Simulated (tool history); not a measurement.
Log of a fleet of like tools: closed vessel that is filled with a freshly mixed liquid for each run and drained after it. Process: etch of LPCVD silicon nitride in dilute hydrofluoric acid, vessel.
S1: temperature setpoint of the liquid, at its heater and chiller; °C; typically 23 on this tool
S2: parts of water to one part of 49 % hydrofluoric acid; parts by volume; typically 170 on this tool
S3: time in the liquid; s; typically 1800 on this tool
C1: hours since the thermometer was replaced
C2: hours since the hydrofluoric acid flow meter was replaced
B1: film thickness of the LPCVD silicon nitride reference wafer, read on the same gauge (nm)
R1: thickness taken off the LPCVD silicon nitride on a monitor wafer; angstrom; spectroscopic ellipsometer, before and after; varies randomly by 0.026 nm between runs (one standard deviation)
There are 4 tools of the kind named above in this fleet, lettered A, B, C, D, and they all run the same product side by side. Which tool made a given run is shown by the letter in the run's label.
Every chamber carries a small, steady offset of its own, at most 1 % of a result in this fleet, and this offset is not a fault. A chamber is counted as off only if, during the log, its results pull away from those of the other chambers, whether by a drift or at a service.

Run 1B, day 0.354: usual settings; C1 530.2; C2 975.6; B1 90. Result: R1 48.316 angstrom.
Run 2A, day 0.546: usual settings; C1 1595.3; C2 771.1; B1 90.05. Result: R1 48.516 angstrom.
Run 3C, day 0.704: usual settings; C1 1598.6; C2 1044.5; B1 90.034. Result: R1 48.938 angstrom.
Run 4D, day 0.912: usual settings; C1 763.6; C2 799.4; B1 90.006. Result: R1 48.806 angstrom.
Run 5D, day 1.179: usual settings but S1 19.5 °C, S3 2575 s; C1 770; C2 805.8; B1 89.995. Result: R1 55.393 angstrom.
Run 6B, day 1.454: usual settings but S1 19.5 °C, S3 2575 s; C1 556.6; C2 1002; B1 89.991. Result: R1 55.332 angstrom.
Run 7A, day 1.662: usual settings but S1 19.5 °C, S3 2575 s; C1 1622.1; C2 797.9; B1 89.966. Result: R1 55.081 angstrom.
Run 8C, day 1.854: usual settings but S1 19.5 °C, S3 2575 s; C1 1626.2; C2 1072.1; B1 90.001. Result: R1 56.14 angstrom.
Run 9B, day 2.096: usual settings; C1 572; C2 1017.4; B1 90.004. Result: R1 48.084 angstrom.
Run 10A, day 2.308: usual settings; C1 1637.6; C2 813.4; B1 89.979. Result: R1 48.633 angstrom.
Run 11C, day 2.588: usual settings; C1 1643.8; C2 1089.7; B1 89.98. Result: R1 48.545 angstrom.
Run 12D, day 2.825: usual settings; C1 809.5; C2 845.3; B1 89.989. Result: R1 48.631 angstrom.
Run 13A, day 3.033: usual settings; C1 1655; C2 830.8; B1 90.028. Result: R1 49.086 angstrom.
Run 14B, day 3.208: usual settings; C1 598.7; C2 1044.1; B1 89.96. Result: R1 49.546 angstrom.
Run 15D, day 3.458: usual settings; C1 824.7; C2 860.5; B1 89.966. Result: R1 48.356 angstrom.
Run 16C, day 3.646: usual settings; C1 1669.2; C2 1115.1; B1 90.003. Result: R1 49.02 angstrom.
At day 3.833: chamber D: hydrofluoric acid flow meter replaced.
Run 17B, day 3.888: usual settings; C1 615; C2 1060.4; B1 89.982. Result: R1 50.278 angstrom.
Run 18A, day 4.15: usual settings; C1 1681.8; C2 857.6; B1 90.011. Result: R1 48.905 angstrom.
Run 19C, day 4.388: usual settings; C1 1687; C2 1132.9; B1 89.975. Result: R1 48.716 angstrom.
Run 20D, day 4.617: usual settings but S2 240 parts by volume, S3 2690 s; C1 852.5; C2 18.8; B1 90.032. Result: R1 51.245 angstrom.
Run 21C, day 4.967: usual settings but S2 240 parts by volume, S3 2690 s; C1 1700.9; C2 1146.8; B1 90.008. Result: R1 52.065 angstrom.
Run 22D, day 5.125: usual settings but S2 240 parts by volume, S3 2690 s; C1 864.7; C2 31; B1 89.973. Result: R1 51.015 angstrom.
Run 23B, day 5.408: usual settings but S2 240 parts by volume, S3 2690 s; C1 651.5; C2 1096.9; B1 90.001. Result: R1 55.256 angstrom.
Run 24A, day 5.758: usual settings; C1 1720.4; C2 896.2; B1 89.971. Result: R1 48.841 angstrom.

All chambers now run identical settings, listed one chamber a line with results as question marks. What results will each chamber show?
Run 25A, day 6.012: usual settings. Result: R1 ?.
Run 25B, day 6.012: usual settings. Result: R1 ?.
Run 25C, day 6.012: usual settings. Result: R1 ?.
Run 25D, day 6.012: usual settings. Result: R1 ?.

run      R1
25A  48.981
25B  52.427
25C  49.002
25D    48.2
